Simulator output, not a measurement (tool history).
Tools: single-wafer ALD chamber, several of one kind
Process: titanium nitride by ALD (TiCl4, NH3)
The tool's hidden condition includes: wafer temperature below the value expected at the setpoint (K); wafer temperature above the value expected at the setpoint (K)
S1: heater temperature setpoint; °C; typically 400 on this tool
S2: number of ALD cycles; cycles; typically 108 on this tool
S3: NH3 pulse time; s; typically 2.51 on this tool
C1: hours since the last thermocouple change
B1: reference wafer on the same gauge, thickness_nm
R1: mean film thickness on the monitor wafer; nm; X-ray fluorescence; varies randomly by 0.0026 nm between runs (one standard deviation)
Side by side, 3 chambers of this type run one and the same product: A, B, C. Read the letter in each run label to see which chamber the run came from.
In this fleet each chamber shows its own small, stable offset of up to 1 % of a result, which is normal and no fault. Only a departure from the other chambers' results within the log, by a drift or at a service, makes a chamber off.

Run 1C, hour 7.1: usual settings; C1 1639.8; B1 2.3703. Result: R1 2.4251 nm.
Run 2B, hour 14.7: usual settings; C1 1171.2; B1 2.3692. Result: R1 2.4066 nm.
Run 3A, hour 25.9: usual settings; C1 2028.2; B1 2.3694. Result: R1 2.4007 nm.
Run 4A, hour 32.0: usual settings; C1 2034.3; B1 2.3682. Result: R1 2.4007 nm.
Run 5B, hour 37.2: usual settings; C1 1193.7; B1 2.3682. Result: R1 2.4102 nm.
Run 6C, hour 45.9: usual settings; C1 1678.6; B1 2.3678. Result: R1 2.4239 nm.
Run 7A, hour 54.7: usual settings; C1 2057.0; B1 2.3685. Result: R1 2.3978 nm.
Run 8C, hour 65.7: usual settings; C1 1698.4; B1 2.3667. Result: R1 2.4205 nm.
Run 9B, hour 74.5: usual settings; C1 1231.0; B1 2.3667. Result: R1 2.4078 nm.
At hour 76.9: chamber A: thermocouple changed; heater temperature recalibrated.
Run 10C, hour 82.9: usual settings; C1 1715.6; B1 2.3665. Result: R1 2.4274 nm.
Run 11A, hour 91.1: usual settings; C1 14.2; B1 2.3664. Result: R1 2.4001 nm.
Run 12B, hour 101.8: usual settings; C1 1258.3; B1 2.3652. Result: R1 2.4025 nm.
Run 13C, hour 111.2: usual settings; C1 1743.9; B1 2.3659. Result: R1 2.4250 nm.
Run 14A, hour 122.1: usual settings; C1 45.2; B1 2.3656. Result: R1 2.3978 nm.
Run 15B, hour 132.4: usual settings; C1 1288.9; B1 2.3641. Result: R1 2.4056 nm.
Run 16C, hour 143.3: usual settings; C1 1776.0; B1 2.3639. Result: R1 2.4216 nm.
Run 17A, hour 149.9: usual settings; C1 73.0; B1 2.3638. Result: R1 2.3954 nm.
Run 18B, hour 159.0: usual settings; C1 1315.5; B1 2.3637. Result: R1 2.4027 nm.
Run 19B, hour 169.2: usual settings; C1 1325.7; B1 2.3629. Result: R1 2.4029 nm.
Run 20A, hour 178.3: usual settings; C1 101.4; B1 2.3623. Result: R1 2.3990 nm.
Run 21C, hour 184.7: usual settings; C1 1817.4; B1 2.3628. Result: R1 2.4184 nm.
Run 22A, hour 192.0: usual settings but S2 115 cycles; C1 115.1; B1 2.3622. Result: R1 2.5564 nm.
Run 23B, hour 198.8: usual settings but S2 115 cycles; C1 1355.3; B1 2.3618. Result: R1 2.5577 nm.
Run 24C, hour 204.5: usual settings but S2 115 cycles; C1 1837.2; B1 2.3618. Result: R1 2.5761 nm.
Run 25C, hour 214.2: usual settings; C1 1846.9; B1 2.3609. Result: R1 2.4130 nm.
Run 26A, hour 219.0: usual settings; C1 142.1; B1 2.3609. Result: R1 2.3913 nm.
Run 27B, hour 224.5: usual settings; C1 1381.0; B1 2.3598. Result: R1 2.3999 nm.
At hour 228.6: chamber C: thermocouple changed; heater temperature recalibrated.
Run 28C, hour 232.6: usual settings; C1 4.0; B1 2.3600. Result: R1 2.4145 nm.
Run 29A, hour 243.1: usual settings; C1 166.2; B1 2.3596. Result: R1 2.3952 nm.

For the next run the whole fleet of 3 chambers uses the same settings. Give each chamber's results:
Run 30A, hour 251.1: usual settings but S1 387 °C. Result: R1 ?.
Run 30B, hour 251.1: usual settings but S1 387 °C. Result: R1 ?.
Run 30C, hour 251.1: usual settings but S1 387 °C. Result: R1 ?.

run      R1
30A  2.3644
30B  2.3772
30C  2.3925
